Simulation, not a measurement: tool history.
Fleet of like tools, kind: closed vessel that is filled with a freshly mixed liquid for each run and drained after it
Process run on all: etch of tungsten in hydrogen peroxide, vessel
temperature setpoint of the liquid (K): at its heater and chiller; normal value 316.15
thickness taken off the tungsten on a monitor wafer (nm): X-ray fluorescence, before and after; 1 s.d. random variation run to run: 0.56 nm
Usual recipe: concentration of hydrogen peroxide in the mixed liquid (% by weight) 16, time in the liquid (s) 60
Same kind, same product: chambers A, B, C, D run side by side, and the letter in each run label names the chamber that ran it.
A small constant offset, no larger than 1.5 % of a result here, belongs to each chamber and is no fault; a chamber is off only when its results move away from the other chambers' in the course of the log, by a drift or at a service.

run	hour	temperature setpoint of the liquid (K)	concentration of hydrogen peroxide in the mixed liquid (% by weight)	time in the liquid (s)	hours since the thermometer was replaced	hours since the peroxide flow meter was replaced	hours since the drum of peroxide was connected	read-back film thickness of the tungsten reference wafer, read on the same gauge (nm)	thickness taken off the tungsten on a monitor wafer (nm)
1D	10.6	316.15	16	60	628.2	251.5	310	139.99	60.146
2A	24.3	316.15	16	60	1172.5	411	438.6	140.01	58.689
# hour 26.2: chamber B: new drum of peroxide connected
# hour 30.6: chamber A: new drum of peroxide connected
3C	31.8	316.15	16	60	1345.3	119.1	43.3	140	58.862
4B	42	316.15	16	60	515.9	987.4	15.8	139.99	59.906
5C	48.8	316.15	16	60	1362.3	136.1	60.3	140	59.679
6A	55.3	316.15	16	60	1203.5	442	24.7	139.99	59.014
7B	66.1	316.15	16	60	540	1011.5	39.9	140	60.171
8D	79.9	316.15	16	60	697.5	320.8	379.3	140	60.913
9A	94.5	316.15	16	60	1242.7	481.2	63.9	139.99	59.2
10D	107.4	316.15	16	60	725	348.3	406.8	140	58.317
11C	116.3	316.15	16	90	1429.8	203.6	127.8	140	90.184
12B	127	316.15	16	90	600.9	1072.4	100.8	140	89.487
# hour 128.8: chamber D: new drum of peroxide connected
13C	134.2	316.15	16	90	1447.7	221.5	145.7	139.99	90.191
14B	144	316.15	16	90	617.9	1089.4	117.8	139.99	90.163
15A	150.9	316.15	16	60	1299.1	537.6	120.3	140	58.176
16D	162.5	316.15	16	60	780.1	403.4	33.7	140.01	57.992
17C	175.4	316.15	16	60	1488.9	262.7	186.9	140	59.968
18B	183.5	316.15	16	60	657.4	1128.9	157.3	139.99	59.838
19A	194.4	316.15	16	60	1342.6	581.1	163.8	139.98	58.12
20D	204.7	316.15	16	60	822.3	445.6	75.9	140	57.937
21C	212.6	316.15	16	60	1526.1	299.9	224.1	140.01	59.949
22A	223.5	316.15	16	60	1371.7	610.2	192.9	140.02	58.672
23B	233.8	316.15	16	60	707.7	1179.2	207.6	140	59.402
24D	245.1	319.65	16	85	862.7	486	116.3	139.98	100.43
25A	259.7	319.65	16	85	1407.9	646.4	229.1	139.99	103.82
26D	272.9	319.65	16	85	890.5	513.8	144.1	140.01	97.407
27C	283.3	319.65	16	85	1596.8	370.6	294.8	140	104.9
# hour 290.7: chamber C: thermometer replaced
28B	298.2	316.15	16	60	772.1	1243.6	272	140	59.781
29C	306.7	316.15	16	60	16	394	318.2	140.02	59.423
30A	316.8	316.15	16	60	1465	703.5	286.2	140.02	59.072

Has any chamber moved away from the others, gradually or after a service, or does the common gauge drift, or do the chambers differ only by their own small steady offsets? State the chamber and the most likely cause if one applies.

One chamber, D, drifts off from the rest bit by bit.
What lies behind it: liquid colder than its thermometer reads (K) = 1.38.

Which of the 4 candidates below, each the usual settings with something changed and its results left as question marks, puts chamber D back in line with what the other chambers give on the usual settings?
To be in line, a result may differ from the other chambers' mean on the usual settings by at most: thickness taken off the tungsten on a monitor wafer (nm) 1.9
31D-1	327.5	316.15	16.5	60					?
31D-2	327.5	315.15	16	60					?
31D-3	327.5	317.15	16	60					?
31D-4	327.5	316.15	15.5	60					?

Usual-settings mean across the other chambers: thickness taken off the tungsten on a monitor wafer (nm) 59.412
run	thickness taken off the tungsten on a monitor wafer (nm)
31D-1	55.898
31D-2	51.604
31D-3	58.7
31D-4	54.187
With 31D-3, the chamber falls back in line with the rest.

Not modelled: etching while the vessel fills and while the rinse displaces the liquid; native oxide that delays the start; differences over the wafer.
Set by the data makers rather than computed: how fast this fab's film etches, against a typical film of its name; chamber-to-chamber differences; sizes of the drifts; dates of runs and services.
